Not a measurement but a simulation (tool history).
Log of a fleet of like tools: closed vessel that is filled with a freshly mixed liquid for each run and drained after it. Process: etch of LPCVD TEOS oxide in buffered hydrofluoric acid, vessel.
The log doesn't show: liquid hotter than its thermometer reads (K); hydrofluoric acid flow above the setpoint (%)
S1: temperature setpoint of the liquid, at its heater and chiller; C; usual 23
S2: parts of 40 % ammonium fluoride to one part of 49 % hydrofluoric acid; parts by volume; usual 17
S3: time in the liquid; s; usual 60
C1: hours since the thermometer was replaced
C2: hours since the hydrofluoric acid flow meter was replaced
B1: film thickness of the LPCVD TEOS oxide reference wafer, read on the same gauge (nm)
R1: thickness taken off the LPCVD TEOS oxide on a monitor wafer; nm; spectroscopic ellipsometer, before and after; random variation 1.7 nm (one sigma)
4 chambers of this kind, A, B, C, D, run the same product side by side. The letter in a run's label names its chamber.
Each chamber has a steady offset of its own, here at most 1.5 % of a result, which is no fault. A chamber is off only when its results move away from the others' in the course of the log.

run   hour    S1    S2  S3      C1      C2      B1      R1
 1C     10    23    17  60    1840   219.4  140.02  182.08
 2A   18.1    23    17  60  3103.7  1110.6  139.96  181.27
      25.3  -- chamber A: thermometer replaced
 3D   25.7    23    17  60  1620.6  1067.6  140.04  182.68
 4B   36.7    23    17  60  1127.2  2135.4  140.04  181.93
 5C   43.1    23    17  60  1873.1   252.5     140  179.19
 6A   50.3    23    17  60      25  1142.8     140  180.32
 7B   62.9    23    23  85  1153.4  2161.6  139.99  199.61
 8D     69    23    23  85  1663.9  1110.9  139.99  200.37
 9D   75.4    23    23  85  1670.3  1117.3  140.01  201.31
10A   86.4    23    23  85    61.1  1178.9     140  199.91
11B   97.1    23    17  30  1187.6  2195.8  140.01  90.001
12C  108.8    23    17  30  1938.8   318.2  140.03  89.539
13B    120    23    17  30  1210.5  2218.7  139.95  90.865
14D  129.3    23    17  30  1724.2  1171.2     140  91.852
15A  138.5    23    17  60   113.2    1231  139.98  182.18
     138.8  -- chamber C: thermometer replaced
16C    151    21    17  70    12.3   360.4  140.01  189.27
17B  161.5    21    17  70    1252  2260.2     140  189.41
18A  168.8    21    17  70   143.5  1261.3  140.01   190.7
19C  181.2    21    17  70    42.5   390.6  140.02  189.17
20D  188.6    23    17  60  1783.5  1230.5     140  186.15
21C  194.3    23    17  60    55.6   403.7  140.02  177.16
22B  202.2    23    17  60  1292.7  2300.9  139.98  179.51
23A  214.6    23    17  60   189.3  1307.1  139.99  179.93
24D  224.9    23    17  60  1819.8  1266.8  139.96  186.16
25D  231.7    19    17  30  1826.6  1273.6  140.02  73.619
26B  239.7    19    17  30  1330.2  2338.4  140.04  71.701
27A  247.4    19    17  30   222.1  1339.9  140.02  71.951
28C  254.6    19    17  30   115.9     464  139.93  71.691
29A  266.7    23  22.5  75   241.4  1359.2  139.98  177.75
30C  274.7    23  22.5  75     136   484.1     140  174.12
     275.1  -- chamber D: thermometer replaced
31B  287.5    23  22.5  75    1378  2386.2  139.99  179.65
32D  299.6    23  22.5  75    24.6  1341.5  139.96     181
33A  309.3    23    17  30     284  1401.8  139.97  90.869
34B    317    23    17  30  1407.5  2415.7  139.98  90.935
35D  325.6    23    17  30    50.6  1367.5     140  92.854
36C  331.6    23    17  30   192.9     541  140.04  90.539
37C  337.3    23    17  60   198.6   546.7     140  179.89
38D  343.2    23    17  60    68.2  1385.1     140   180.2
39A  354.1  27.5    15  60   328.8  1446.6  139.98  260.44
40B  365.6  27.5    15  60  1456.1  2464.3  139.96  262.39

All 4 chambers run these settings next. Forecast each chamber's results:
41A  374.8  23  17  60               ?
41B  374.8  23  17  60               ?
41C  374.8  23  17  60               ?
41D  374.8  23  17  60               ?

run      R1
41A  180.07
41B  179.88
41C  183.72
41D  185.98
